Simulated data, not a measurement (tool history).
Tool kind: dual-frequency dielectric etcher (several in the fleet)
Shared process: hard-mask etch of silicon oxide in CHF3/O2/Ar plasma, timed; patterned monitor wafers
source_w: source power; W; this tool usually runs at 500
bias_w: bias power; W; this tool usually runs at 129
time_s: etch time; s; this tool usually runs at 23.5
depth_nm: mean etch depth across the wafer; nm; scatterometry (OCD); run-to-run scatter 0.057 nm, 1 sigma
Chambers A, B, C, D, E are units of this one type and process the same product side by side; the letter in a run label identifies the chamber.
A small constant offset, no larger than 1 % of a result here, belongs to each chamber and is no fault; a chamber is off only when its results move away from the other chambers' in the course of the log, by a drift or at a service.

run,hour,source_w,bias_w,time_s,"read-back reference wafer on the same gauge, depth_nm",depth_nm
1C,4.5,500,129,23.5,46.319,38.775
2E,9.8,500,129,23.5,46.317,38.854
3A,18,500,129,23.5,46.326,39.067
4B,25.6,500,129,23.5,46.333,38.589
5D,29.7,390,109,23.5,46.322,33.301
# hour 32.5: chamber C: wet clean of the chamber
6E,36.4,390,109,23.5,46.324,33.472
7B,43.8,390,109,23.5,46.336,33.274
8C,49.2,390,109,23.5,46.351,33.424
9D,53.6,390,109,23.5,46.341,33.318
10A,60.2,500,129,23.5,46.347,39.139
11A,64.2,500,129,23.5,46.356,39.115
12E,72.4,500,129,23.5,46.374,38.831
13D,76.4,500,129,23.5,46.366,38.701
14C,81.9,500,129,23.5,46.383,38.733
15B,87.2,600,129,23.5,46.392,41.416
# hour 89: chamber B: wet clean of the chamber
16B,93.9,600,129,23.5,46.416,41.527
17C,101.3,600,129,23.5,46.404,41.676
18D,109.2,600,129,23.5,46.403,41.536
19A,115.1,600,129,23.5,46.418,42.024
20E,119.3,500,129,23.5,46.424,38.899
# hour 125.6: chamber A: wet clean of the chamber
21D,126.8,500,129,23.5,46.409,38.748
22E,132.9,420,129,23.5,46.421,36.335
23A,138.4,420,129,23.5,46.444,36.601
24B,144.8,420,129,23.5,46.435,36.081
25C,153.1,420,129,23.5,46.451,36.3
26C,157.7,420,129,23.5,46.469,36.336
27E,163.4,500,129,23.5,46.48,38.91
28D,170.4,500,129,23.5,46.471,38.758
29A,178.8,500,129,23.5,46.469,39.226
30B,185.7,500,129,23.5,46.486,38.686
31B,191.5,500,129,23.5,46.484,38.706
32A,200.5,500,129,23.5,46.476,39.257
33C,208.3,500,129,23.5,46.499,38.959
# hour 213.1: chamber E: wet clean of the chamber
34E,213.9,500,129,23.5,46.519,38.904
35D,222.1,500,129,23.5,46.519,38.881
36C,228.3,500,129,23.5,46.527,38.934
37A,237.2,500,129,23.5,46.533,39.24
38E,244.3,500,129,23.5,46.565,38.965
39B,248.9,410,129,23.5,46.567,35.852
40D,257.2,410,129,23.5,46.548,35.952
41B,262.4,410,129,23.5,46.56,35.93
42E,270.5,410,129,23.5,46.57,36.142
43A,277.9,410,129,23.5,46.574,36.518

Is one chamber off against the others, does the gauge drift, or is nothing wrong? If a chamber is off, say which, and what the likeliest cause is.

No chamber is off; the gauge reading every chamber's wafers drifts, which makes the whole fleet appear to move together.
Most likely cause: gauge reads high (%) = 0.606.
